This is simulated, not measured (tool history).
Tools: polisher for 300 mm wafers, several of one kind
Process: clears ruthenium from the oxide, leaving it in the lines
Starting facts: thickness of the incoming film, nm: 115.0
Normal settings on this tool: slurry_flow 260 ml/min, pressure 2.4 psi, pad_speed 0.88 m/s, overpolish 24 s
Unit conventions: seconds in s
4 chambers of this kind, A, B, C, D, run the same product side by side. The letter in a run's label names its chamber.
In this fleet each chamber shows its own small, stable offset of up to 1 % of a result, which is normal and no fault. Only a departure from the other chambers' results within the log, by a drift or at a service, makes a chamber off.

| run | hour | slurry_flow | pressure | pad_speed | overpolish | seconds |
|---|---|---|---|---|---|---|
|  | 7.6 | chamber B: worn pad replaced by a new one |
| 1C | 10.4 | 260 | 2.4 | 0.88 | 24 | 109.850 |
|  | 15.5 | chamber D: worn pad replaced by a new one |
| 2B | 18.5 | 260 | 2.4 | 0.88 | 24 | 110.800 |
| 3D | 29.2 | 260 | 2.4 | 0.88 | 24 | 111.460 |
|  | 34.9 | chamber A: worn pad replaced by a new one |
| 4A | 38.9 | 260 | 2.4 | 0.88 | 24 | 110.620 |
| 5D | 48.8 | 260 | 2.4 | 0.88 | 24 | 110.530 |
|  | 49.0 | chamber C: worn pad replaced by a new one |
| 6C | 58.9 | 260 | 2.4 | 0.88 | 24 | 110.320 |
| 7A | 69.4 | 260 | 2.4 | 0.88 | 28 | 108.220 |
| 8B | 77.1 | 260 | 2.4 | 0.88 | 28 | 108.570 |
| 9B | 85.5 | 260 | 2.4 | 0.88 | 28 | 110.670 |
|  | 86.3 | chamber B: worn pad replaced by a new one |
| 10D | 91.3 | 260 | 2.4 | 0.88 | 28 | 110.750 |
| 11A | 102.8 | 260 | 2.4 | 0.88 | 24 | 109.000 |
| 12C | 114.5 | 260 | 2.4 | 0.88 | 24 | 109.340 |
|  | 116.1 | chamber D: worn pad replaced by a new one |
| 13C | 121.6 | 260 | 2.4 | 0.88 | 24 | 110.130 |
| 14D | 129.6 | 260 | 2.4 | 0.88 | 24 | 110.430 |
|  | 130.6 | chamber C: slurry nozzle cleaned |
| 15B | 140.3 | 260 | 2.4 | 0.88 | 24 | 110.660 |
|  | 143.9 | chamber C: worn pad replaced by a new one |
| 16A | 152.7 | 260 | 2.4 | 0.88 | 24 | 109.460 |
| 17D | 160.1 | 260 | 2.4 | 0.88 | 24 | 110.990 |
|  | 164.9 | chamber A: worn pad replaced by a new one |
| 18C | 172.9 | 260 | 2.4 | 0.88 | 24 | 107.930 |
| 19B | 180.1 | 350 | 2.4 | 0.78 | 24 | 122.580 |
|  | 183.2 | chamber B: slurry nozzle cleaned |
|  | 186.4 | chamber B: worn pad replaced by a new one |
| 20A | 188.2 | 350 | 2.4 | 0.78 | 24 | 118.720 |
|  | 197.9 | chamber C: head pressure recalibrated |
| 21D | 198.0 | 350 | 2.4 | 0.78 | 24 | 120.710 |
| 22A | 206.7 | 350 | 2.4 | 0.78 | 24 | 119.540 |
| 23B | 216.2 | 260 | 2.4 | 0.88 | 24 | 110.670 |
|  | 224.4 | chamber D: worn pad replaced by a new one |
| 24C | 228.1 | 260 | 2.4 | 0.66 | 33 | 146.490 |
|  | 237.1 | chamber C: worn pad replaced by a new one |
| 25B | 239.9 | 260 | 2.4 | 0.66 | 33 | 146.250 |
| 26D | 253.1 | 260 | 2.4 | 0.66 | 33 | 148.750 |
|  | 264.1 | chamber A: head pressure recalibrated |
| 27A | 264.9 | 260 | 2.4 | 0.66 | 33 | 130.420 |
| 28C | 273.3 | 260 | 2.4 | 0.88 | 24 | 111.080 |
|  | 275.7 | chamber B: worn pad replaced by a new one |
| 29C | 285.9 | 260 | 2.4 | 0.88 | 24 | 109.660 |
| 30A | 292.1 | 260 | 2.4 | 0.88 | 24 | 98.219 |
|  | 298.9 | chamber A: worn pad replaced by a new one |
| 31D | 303.0 | 260 | 3.1 | 0.88 | 36 | 84.244 |
|  | 307.6 | chamber C: worn pad replaced by a new one |
| 32B | 308.8 | 260 | 3.1 | 0.88 | 36 | 85.517 |
| 33C | 318.3 | 260 | 3.1 | 0.88 | 36 | 86.305 |
|  | 322.2 | chamber A: slurry nozzle cleaned |
| 34B | 324.7 | 260 | 3.1 | 0.88 | 36 | 84.926 |
| 35D | 335.4 | 260 | 2.4 | 0.88 | 24 | 110.670 |
| 36A | 341.2 | 260 | 2.6 | 1.16 | 24 | 69.638 |
|  | 342.9 | chamber D: worn pad replaced by a new one |
| 37C | 353.8 | 260 | 2.6 | 1.16 | 24 | 77.300 |
|  | 362.2 | chamber B: worn pad replaced by a new one |
| 38A | 363.3 | 260 | 2.6 | 1.16 | 24 | 70.597 |
|  | 368.3 | chamber B: slurry nozzle cleaned |
| 39B | 373.8 | 260 | 2.6 | 1.16 | 24 | 78.963 |
| 40D | 385.4 | 190 | 3.2 | 0.88 | 24 | 84.759 |
|  | 389.6 | chamber D: head pressure recalibrated |
| 41A | 392.5 | 190 | 3.2 | 0.88 | 24 | 76.921 |
|  | 399.0 | chamber C: worn pad replaced by a new one |
| 42C | 405.2 | 190 | 3.2 | 0.88 | 24 | 86.086 |
| 43D | 413.3 | 190 | 3.2 | 0.88 | 24 | 85.113 |

Is one chamber off against the others, does the gauge drift, or is nothing wrong? If a chamber is off, say which, and what the likeliest cause is.

Chamber A has stood off from the others ever since a service on it.
Cause: head's pressure above its setpoint, % = 10.6.

Here are 4 candidates for chamber A's next run, each the usual settings with a change, their results left as question marks. Which one brings its results back in line with what the others give on the usual settings?
In-line tolerance around the mean of the other chambers on the usual settings: seconds 3.700 s
| 44A-1 | 422.8 | 260 | 2.3 | 0.82 | 24 | ? |
| 44A-2 | 422.8 | 260 | 2.4 | 0.92 | 24 | ? |
| 44A-3 | 422.8 | 260 | 2.3 | 0.88 | 24 | ? |
| 44A-4 | 422.8 | 260 | 2.5 | 0.94 | 24 | ? |

Mean of the other chambers on the usual settings: seconds 110.530 s
| run | seconds |
|---|---|
| 44A-1 | 110.990 |
| 44A-2 | 94.947 |
| 44A-3 | 103.530 |
| 44A-4 | 89.218 |
It is 44A-1 that realigns the chamber with its peers.

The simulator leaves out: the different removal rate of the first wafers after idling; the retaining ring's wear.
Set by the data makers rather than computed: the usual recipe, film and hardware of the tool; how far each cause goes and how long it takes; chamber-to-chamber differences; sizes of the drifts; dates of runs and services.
